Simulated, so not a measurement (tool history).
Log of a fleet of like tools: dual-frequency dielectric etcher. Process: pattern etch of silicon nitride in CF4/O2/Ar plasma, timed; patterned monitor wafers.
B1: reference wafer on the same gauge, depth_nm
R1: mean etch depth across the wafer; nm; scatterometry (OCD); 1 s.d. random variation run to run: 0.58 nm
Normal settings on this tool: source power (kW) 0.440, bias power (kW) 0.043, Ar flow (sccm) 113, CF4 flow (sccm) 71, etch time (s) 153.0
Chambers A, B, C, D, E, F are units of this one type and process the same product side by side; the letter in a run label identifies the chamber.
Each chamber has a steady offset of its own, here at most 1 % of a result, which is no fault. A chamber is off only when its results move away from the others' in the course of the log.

{"run": "1E", "hour": 2.8, "source power (kW)": 0.44, "bias power (kW)": 0.043, "Ar flow (sccm)": 113, "CF4 flow (sccm)": 71, "etch time (s)": 153.0, "B1": 257.9, "R1": 230.1}
{"run": "2C", "hour": 5.5, "source power (kW)": 0.44, "bias power (kW)": 0.043, "Ar flow (sccm)": 113, "CF4 flow (sccm)": 71, "etch time (s)": 153.0, "B1": 257.93, "R1": 232.15}
{"run": "3D", "hour": 8.2, "source power (kW)": 0.44, "bias power (kW)": 0.043, "Ar flow (sccm)": 113, "CF4 flow (sccm)": 71, "etch time (s)": 153.0, "B1": 257.94, "R1": 230.24}
{"run": "4A", "hour": 12.5, "source power (kW)": 0.44, "bias power (kW)": 0.043, "Ar flow (sccm)": 113, "CF4 flow (sccm)": 71, "etch time (s)": 153.0, "B1": 258.07, "R1": 230.52}
{"run": "5F", "hour": 17.1, "source power (kW)": 0.44, "bias power (kW)": 0.043, "Ar flow (sccm)": 113, "CF4 flow (sccm)": 71, "etch time (s)": 153.0, "B1": 258.03, "R1": 229.59}
{"run": "6B", "hour": 20.1, "source power (kW)": 0.44, "bias power (kW)": 0.043, "Ar flow (sccm)": 113, "CF4 flow (sccm)": 71, "etch time (s)": 153.0, "B1": 258.02, "R1": 233.24}
{"run": "7D", "hour": 24.0, "source power (kW)": 0.44, "bias power (kW)": 0.043, "Ar flow (sccm)": 113, "CF4 flow (sccm)": 71, "etch time (s)": 153.0, "B1": 257.88, "R1": 230.31}
{"run": "8B", "hour": 30.0, "source power (kW)": 0.44, "bias power (kW)": 0.043, "Ar flow (sccm)": 113, "CF4 flow (sccm)": 71, "etch time (s)": 153.0, "B1": 258.0, "R1": 233.01}
{"run": "9A", "hour": 33.7, "source power (kW)": 0.37, "bias power (kW)": 0.043, "Ar flow (sccm)": 86, "CF4 flow (sccm)": 71, "etch time (s)": 153.0, "B1": 258.01, "R1": 207.2}
{"run": "10E", "hour": 37.6, "source power (kW)": 0.37, "bias power (kW)": 0.043, "Ar flow (sccm)": 86, "CF4 flow (sccm)": 71, "etch time (s)": 153.0, "B1": 257.93, "R1": 206.06}
{"run": "11F", "hour": 40.9, "source power (kW)": 0.37, "bias power (kW)": 0.043, "Ar flow (sccm)": 86, "CF4 flow (sccm)": 71, "etch time (s)": 153.0, "B1": 258.01, "R1": 205.12}
{"run": "12C", "hour": 45.3, "source power (kW)": 0.37, "bias power (kW)": 0.043, "Ar flow (sccm)": 86, "CF4 flow (sccm)": 71, "etch time (s)": 153.0, "B1": 257.94, "R1": 207.46}
{"run": "13D", "hour": 50.1, "source power (kW)": 0.37, "bias power (kW)": 0.043, "Ar flow (sccm)": 86, "CF4 flow (sccm)": 71, "etch time (s)": 153.0, "B1": 258.0, "R1": 206.25}
{"run": "14B", "hour": 55.9, "source power (kW)": 0.37, "bias power (kW)": 0.043, "Ar flow (sccm)": 86, "CF4 flow (sccm)": 71, "etch time (s)": 153.0, "B1": 257.94, "R1": 207.27}
{"run": "15E", "hour": 59.4, "source power (kW)": 0.44, "bias power (kW)": 0.043, "Ar flow (sccm)": 113, "CF4 flow (sccm)": 71, "etch time (s)": 153.0, "B1": 258.06, "R1": 232.15}
{"run": "16F", "hour": 63.6, "source power (kW)": 0.44, "bias power (kW)": 0.043, "Ar flow (sccm)": 131, "CF4 flow (sccm)": 71, "etch time (s)": 153.0, "B1": 258.06, "R1": 223.73}
{"run": "17C", "hour": 67.3, "source power (kW)": 0.44, "bias power (kW)": 0.043, "Ar flow (sccm)": 131, "CF4 flow (sccm)": 71, "etch time (s)": 153.0, "B1": 257.96, "R1": 226.86}
{"run": "18A", "hour": 72.7, "source power (kW)": 0.44, "bias power (kW)": 0.043, "Ar flow (sccm)": 131, "CF4 flow (sccm)": 71, "etch time (s)": 153.0, "B1": 258.02, "R1": 226.01}
{"run": "19F", "hour": 78.0, "source power (kW)": 0.44, "bias power (kW)": 0.043, "Ar flow (sccm)": 131, "CF4 flow (sccm)": 71, "etch time (s)": 153.0, "B1": 257.78, "R1": 224.42}
{"run": "20D", "hour": 82.5, "source power (kW)": 0.44, "bias power (kW)": 0.043, "Ar flow (sccm)": 131, "CF4 flow (sccm)": 71, "etch time (s)": 153.0, "B1": 258.08, "R1": 225.59}
{"run": "21A", "hour": 88.4, "source power (kW)": 0.44, "bias power (kW)": 0.043, "Ar flow (sccm)": 131, "CF4 flow (sccm)": 71, "etch time (s)": 153.0, "B1": 258.07, "R1": 225.03}
{"hour": 92.0, "done": "chamber C: source power generator calibrated"}
{"run": "22E", "hour": 93.0, "source power (kW)": 0.44, "bias power (kW)": 0.043, "Ar flow (sccm)": 113, "CF4 flow (sccm)": 71, "etch time (s)": 153.0, "B1": 258.11, "R1": 230.17}
{"hour": 95.4, "done": "chamber B: source power generator calibrated"}
{"run": "23B", "hour": 96.8, "source power (kW)": 0.44, "bias power (kW)": 0.043, "Ar flow (sccm)": 113, "CF4 flow (sccm)": 71, "etch time (s)": 153.0, "B1": 257.89, "R1": 231.89}
{"hour": 99.4, "done": "chamber F: wet clean of the chamber"}
{"run": "24C", "hour": 102.6, "source power (kW)": 0.44, "bias power (kW)": 0.043, "Ar flow (sccm)": 113, "CF4 flow (sccm)": 71, "etch time (s)": 153.0, "B1": 258.01, "R1": 231.36}
{"run": "25F", "hour": 108.3, "source power (kW)": 0.44, "bias power (kW)": 0.043, "Ar flow (sccm)": 113, "CF4 flow (sccm)": 71, "etch time (s)": 153.0, "B1": 258.01, "R1": 228.96}
{"run": "26D", "hour": 114.0, "source power (kW)": 0.44, "bias power (kW)": 0.043, "Ar flow (sccm)": 113, "CF4 flow (sccm)": 71, "etch time (s)": 153.0, "B1": 257.94, "R1": 232.73}
{"run": "27A", "hour": 117.0, "source power (kW)": 0.44, "bias power (kW)": 0.043, "Ar flow (sccm)": 113, "CF4 flow (sccm)": 56, "etch time (s)": 188.0, "B1": 257.91, "R1": 272.28}
{"hour": 120.6, "done": "chamber A: wet clean of the chamber"}
{"run": "28C", "hour": 121.5, "source power (kW)": 0.44, "bias power (kW)": 0.043, "Ar flow (sccm)": 113, "CF4 flow (sccm)": 56, "etch time (s)": 188.0, "B1": 258.04, "R1": 275.1}
{"run": "29E", "hour": 125.8, "source power (kW)": 0.44, "bias power (kW)": 0.043, "Ar flow (sccm)": 113, "CF4 flow (sccm)": 56, "etch time (s)": 188.0, "B1": 257.95, "R1": 273.74}
{"run": "30B", "hour": 130.2, "source power (kW)": 0.44, "bias power (kW)": 0.043, "Ar flow (sccm)": 113, "CF4 flow (sccm)": 56, "etch time (s)": 188.0, "B1": 257.96, "R1": 275.65}
{"run": "31D", "hour": 134.8, "source power (kW)": 0.44, "bias power (kW)": 0.043, "Ar flow (sccm)": 113, "CF4 flow (sccm)": 56, "etch time (s)": 188.0, "B1": 258.02, "R1": 277.85}
{"run": "32E", "hour": 138.0, "source power (kW)": 0.44, "bias power (kW)": 0.043, "Ar flow (sccm)": 113, "CF4 flow (sccm)": 56, "etch time (s)": 188.0, "B1": 258.08, "R1": 272.55}
{"run": "33F", "hour": 142.5, "source power (kW)": 0.44, "bias power (kW)": 0.043, "Ar flow (sccm)": 113, "CF4 flow (sccm)": 71, "etch time (s)": 153.0, "B1": 258.03, "R1": 229.82}
{"run": "34C", "hour": 145.7, "source power (kW)": 0.44, "bias power (kW)": 0.043, "Ar flow (sccm)": 113, "CF4 flow (sccm)": 71, "etch time (s)": 153.0, "B1": 258.06, "R1": 231.71}
{"run": "35B", "hour": 150.6, "source power (kW)": 0.44, "bias power (kW)": 0.043, "Ar flow (sccm)": 113, "CF4 flow (sccm)": 71, "etch time (s)": 153.0, "B1": 258.12, "R1": 233.07}
{"run": "36A", "hour": 154.5, "source power (kW)": 0.44, "bias power (kW)": 0.043, "Ar flow (sccm)": 113, "CF4 flow (sccm)": 71, "etch time (s)": 153.0, "B1": 258.1, "R1": 230.51}
{"run": "37E", "hour": 160.4, "source power (kW)": 0.44, "bias power (kW)": 0.043, "Ar flow (sccm)": 113, "CF4 flow (sccm)": 71, "etch time (s)": 153.0, "B1": 258.05, "R1": 230.77}
{"run": "38B", "hour": 163.9, "source power (kW)": 0.44, "bias power (kW)": 0.043, "Ar flow (sccm)": 123, "CF4 flow (sccm)": 86, "etch time (s)": 153.0, "B1": 258.12, "R1": 237.3}
{"run": "39D", "hour": 167.5, "source power (kW)": 0.44, "bias power (kW)": 0.043, "Ar flow (sccm)": 123, "CF4 flow (sccm)": 86, "etch time (s)": 153.0, "B1": 258.19, "R1": 238.21}
{"run": "40A", "hour": 172.3, "source power (kW)": 0.44, "bias power (kW)": 0.043, "Ar flow (sccm)": 123, "CF4 flow (sccm)": 86, "etch time (s)": 153.0, "B1": 258.09, "R1": 234.3}

All 6 chambers run these settings next. Forecast each chamber's results:
{"run": "41A", "hour": 176.6, "source power (kW)": 0.44, "bias power (kW)": 0.043, "Ar flow (sccm)": 113, "CF4 flow (sccm)": 71, "etch time (s)": 194.5, "R1": "?"}
{"run": "41B", "hour": 176.6, "source power (kW)": 0.44, "bias power (kW)": 0.043, "Ar flow (sccm)": 113, "CF4 flow (sccm)": 71, "etch time (s)": 194.5, "R1": "?"}
{"run": "41C", "hour": 176.6, "source power (kW)": 0.44, "bias power (kW)": 0.043, "Ar flow (sccm)": 113, "CF4 flow (sccm)": 71, "etch time (s)": 194.5, "R1": "?"}
{"run": "41D", "hour": 176.6, "source power (kW)": 0.44, "bias power (kW)": 0.043, "Ar flow (sccm)": 113, "CF4 flow (sccm)": 71, "etch time (s)": 194.5, "R1": "?"}
{"run": "41E", "hour": 176.6, "source power (kW)": 0.44, "bias power (kW)": 0.043, "Ar flow (sccm)": 113, "CF4 flow (sccm)": 71, "etch time (s)": 194.5, "R1": "?"}
{"run": "41F", "hour": 176.6, "source power (kW)": 0.44, "bias power (kW)": 0.043, "Ar flow (sccm)": 113, "CF4 flow (sccm)": 71, "etch time (s)": 194.5, "R1": "?"}

run=41A R1=291.85
run=41B R1=295.52
run=41C R1=293.58
run=41D R1=297.58
run=41E R1=291.55
run=41F R1=290.70
